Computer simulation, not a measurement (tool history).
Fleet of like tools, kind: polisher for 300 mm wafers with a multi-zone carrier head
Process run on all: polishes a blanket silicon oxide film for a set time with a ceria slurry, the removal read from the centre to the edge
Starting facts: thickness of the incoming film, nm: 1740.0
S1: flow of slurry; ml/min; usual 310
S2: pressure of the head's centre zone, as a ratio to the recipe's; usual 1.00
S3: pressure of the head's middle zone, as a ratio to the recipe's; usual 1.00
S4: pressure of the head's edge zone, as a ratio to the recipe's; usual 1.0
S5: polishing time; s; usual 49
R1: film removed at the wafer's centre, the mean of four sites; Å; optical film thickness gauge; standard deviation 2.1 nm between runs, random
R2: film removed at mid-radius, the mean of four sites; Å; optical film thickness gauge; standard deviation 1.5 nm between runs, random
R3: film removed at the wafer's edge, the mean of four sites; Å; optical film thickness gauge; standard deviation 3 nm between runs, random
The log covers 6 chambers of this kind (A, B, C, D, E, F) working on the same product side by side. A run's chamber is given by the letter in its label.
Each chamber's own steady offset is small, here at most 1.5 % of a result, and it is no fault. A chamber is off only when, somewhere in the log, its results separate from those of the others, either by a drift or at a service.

At hour 4.3: chamber A: worn pad replaced by a new one.
Run 1F, hour 5.6: usual settings. Result: R1 2171.4 Å, R2 2193.1 Å, R3 2197.1 Å.
Run 2E, hour 10.7: usual settings. Result: R1 2157.2 Å, R2 2166.0 Å, R3 2180.7 Å.
At hour 13.3: chamber D: slurry nozzle cleaned.
At hour 13.4: chamber A: edge zone pressure recalibrated.
Run 3B, hour 14.1: usual settings. Result: R1 2210.3 Å, R2 2158.3 Å, R3 2084.1 Å.
At hour 16.9: chamber B: worn pad replaced by a new one.
Run 4C, hour 19.7: usual settings. Result: R1 2166.6 Å, R2 2181.4 Å, R3 2207.1 Å.
Run 5A, hour 25.3: usual settings. Result: R1 2192.1 Å, R2 2169.3 Å, R3 2180.5 Å.
Run 6D, hour 31.5: usual settings. Result: R1 2190.8 Å, R2 2195.1 Å, R3 2186.1 Å.
At hour 36.2: chamber E: worn pad replaced by a new one.
Run 7E, hour 36.3: usual settings but S3 0.92. Result: R1 2174.9 Å, R2 1995.5 Å, R3 2175.1 Å.
Run 8B, hour 40.7: usual settings but S3 0.92. Result: R1 2167.0 Å, R2 1995.1 Å, R3 2179.9 Å.
At hour 42.1: chamber F: worn pad replaced by a new one.
At hour 46.2: chamber C: worn pad replaced by a new one.
Run 9A, hour 47.0: usual settings but S3 0.92. Result: R1 2191.4 Å, R2 2008.2 Å, R3 2087.9 Å.
Run 10F, hour 52.4: usual settings but S3 0.92. Result: R1 2164.9 Å, R2 2017.4 Å, R3 2187.5 Å.
Run 11D, hour 57.1: usual settings but S3 0.92. Result: R1 2189.0 Å, R2 2009.7 Å, R3 2178.4 Å.
At hour 60.1: chamber B: worn pad replaced by a new one.
Run 12C, hour 60.6: usual settings but S3 0.92. Result: R1 2179.3 Å, R2 2036.3 Å, R3 2202.4 Å.
Run 13A, hour 63.7: usual settings. Result: R1 2202.3 Å, R2 2169.8 Å, R3 2107.2 Å.
Run 14C, hour 68.1: usual settings but S2 0.95. Result: R1 2055.7 Å, R2 2194.6 Å, R3 2136.1 Å.
Run 15F, hour 74.3: usual settings but S2 0.95. Result: R1 2031.6 Å, R2 2181.1 Å, R3 2196.6 Å.
Run 16D, hour 78.3: usual settings but S2 0.95. Result: R1 2099.7 Å, R2 2143.6 Å, R3 2181.2 Å.
At hour 79.6: chamber C: edge zone pressure recalibrated.
At hour 81.8: chamber A: worn pad replaced by a new one.
Run 17B, hour 81.9: usual settings but S2 0.95. Result: R1 2057.2 Å, R2 2125.5 Å, R3 2164.4 Å.
Run 18E, hour 87.1: usual settings but S2 0.95. Result: R1 2082.3 Å, R2 2204.6 Å, R3 2207.6 Å.
At hour 90.6: chamber F: slurry nozzle cleaned.
Run 19F, hour 93.2: usual settings but S2 0.95. Result: R1 2026.8 Å, R2 2194.5 Å, R3 2166.8 Å.
Run 20D, hour 98.0: usual settings. Result: R1 2142.5 Å, R2 2118.5 Å, R3 2147.7 Å.
At hour 98.2: chamber C: worn pad replaced by a new one.
At hour 101.3: chamber B: worn pad replaced by a new one.
Run 21C, hour 104.2: usual settings. Result: R1 2120.8 Å, R2 2175.3 Å, R3 2207.3 Å.
Run 22A, hour 107.2: usual settings. Result: R1 2172.7 Å, R2 2162.6 Å, R3 2116.3 Å.
At hour 107.7: chamber E: worn pad replaced by a new one.
At hour 108.5: chamber F: worn pad replaced by a new one.
Run 23E, hour 110.5: usual settings. Result: R1 2231.1 Å, R2 2191.8 Å, R3 2163.4 Å.
Run 24B, hour 114.0: usual settings but S4 1.1, S5 38 s. Result: R1 1710.3 Å, R2 1667.0 Å, R3 1770.9 Å.
Run 25E, hour 117.1: usual settings but S4 1.1, S5 38 s. Result: R1 1681.3 Å, R2 1696.8 Å, R3 1807.9 Å.
Run 26A, hour 123.3: usual settings but S4 1.1, S5 38 s. Result: R1 1674.8 Å, R2 1678.6 Å, R3 1760.3 Å.
Run 27D, hour 129.1: usual settings but S4 1.1, S5 38 s. Result: R1 1657.1 Å, R2 1585.6 Å, R3 1735.4 Å.
Run 28F, hour 133.2: usual settings but S4 1.1, S5 38 s. Result: R1 1689.5 Å, R2 1691.2 Å, R3 1746.4 Å.
At hour 134.1: chamber E: centre zone pressure recalibrated.
Run 29C, hour 136.3: usual settings but S4 1.1, S5 38 s. Result: R1 1673.7 Å, R2 1698.8 Å, R3 1774.0 Å.
At hour 138.5: chamber B: worn pad replaced by a new one.
Run 30B, hour 140.1: usual settings. Result: R1 2191.4 Å, R2 2129.7 Å, R3 2187.5 Å.
Run 31C, hour 143.7: usual settings. Result: R1 2155.0 Å, R2 2202.6 Å, R3 2194.2 Å.
Run 32A, hour 149.8: usual settings. Result: R1 2208.2 Å, R2 2166.2 Å, R3 2152.5 Å.
At hour 150.5: chamber A: worn pad replaced by a new one.
At hour 150.8: chamber C: worn pad replaced by a new one.
Run 33D, hour 155.3: usual settings. Result: R1 2064.0 Å, R2 2028.6 Å, R3 2015.1 Å.
Run 34B, hour 159.7: usual settings. Result: R1 2171.2 Å, R2 2171.9 Å, R3 2183.7 Å.
Run 35F, hour 164.7: usual settings. Result: R1 2158.9 Å, R2 2148.3 Å, R3 2227.2 Å.
Run 36E, hour 168.7: usual settings. Result: R1 2177.4 Å, R2 2162.3 Å, R3 2173.6 Å.
Run 37E, hour 174.3: usual settings. Result: R1 2173.7 Å, R2 2196.7 Å, R3 2210.4 Å.
Run 38A, hour 179.3: usual settings. Result: R1 2171.9 Å, R2 2147.9 Å, R3 2107.4 Å.
Run 39D, hour 183.3: usual settings. Result: R1 2019.9 Å, R2 1962.0 Å, R3 2006.5 Å.
Run 40C, hour 187.3: usual settings. Result: R1 2163.3 Å, R2 2204.9 Å, R3 2188.0 Å.
Run 41F, hour 191.6: usual settings. Result: R1 2163.8 Å, R2 2172.8 Å, R3 2194.4 Å.

Predict what each chamber gives when all 6 of them run the settings below next.
Run 42A, hour 196.2: usual settings but S2 1.04. Result: R1 ?, R2 ?, R3 ?.
Run 42B, hour 196.2: usual settings but S2 1.04. Result: R1 ?, R2 ?, R3 ?.
Run 42C, hour 196.2: usual settings but S2 1.04. Result: R1 ?, R2 ?, R3 ?.
Run 42D, hour 196.2: usual settings but S2 1.04. Result: R1 ?, R2 ?, R3 ?.
Run 42E, hour 196.2: usual settings but S2 1.04. Result: R1 ?, R2 ?, R3 ?.
Run 42F, hour 196.2: usual settings but S2 1.04. Result: R1 ?, R2 ?, R3 ?.

run      R1      R2      R3
42A  2293.8  2166.6  2160.3
42B  2287.7  2154.5  2167.4
42C  2259.4  2193.8  2230.5
42D  2086.7  1935.9  1929.9
42E  2284.9  2211.1  2138.7
42F  2230.6  2186.4  2156.6

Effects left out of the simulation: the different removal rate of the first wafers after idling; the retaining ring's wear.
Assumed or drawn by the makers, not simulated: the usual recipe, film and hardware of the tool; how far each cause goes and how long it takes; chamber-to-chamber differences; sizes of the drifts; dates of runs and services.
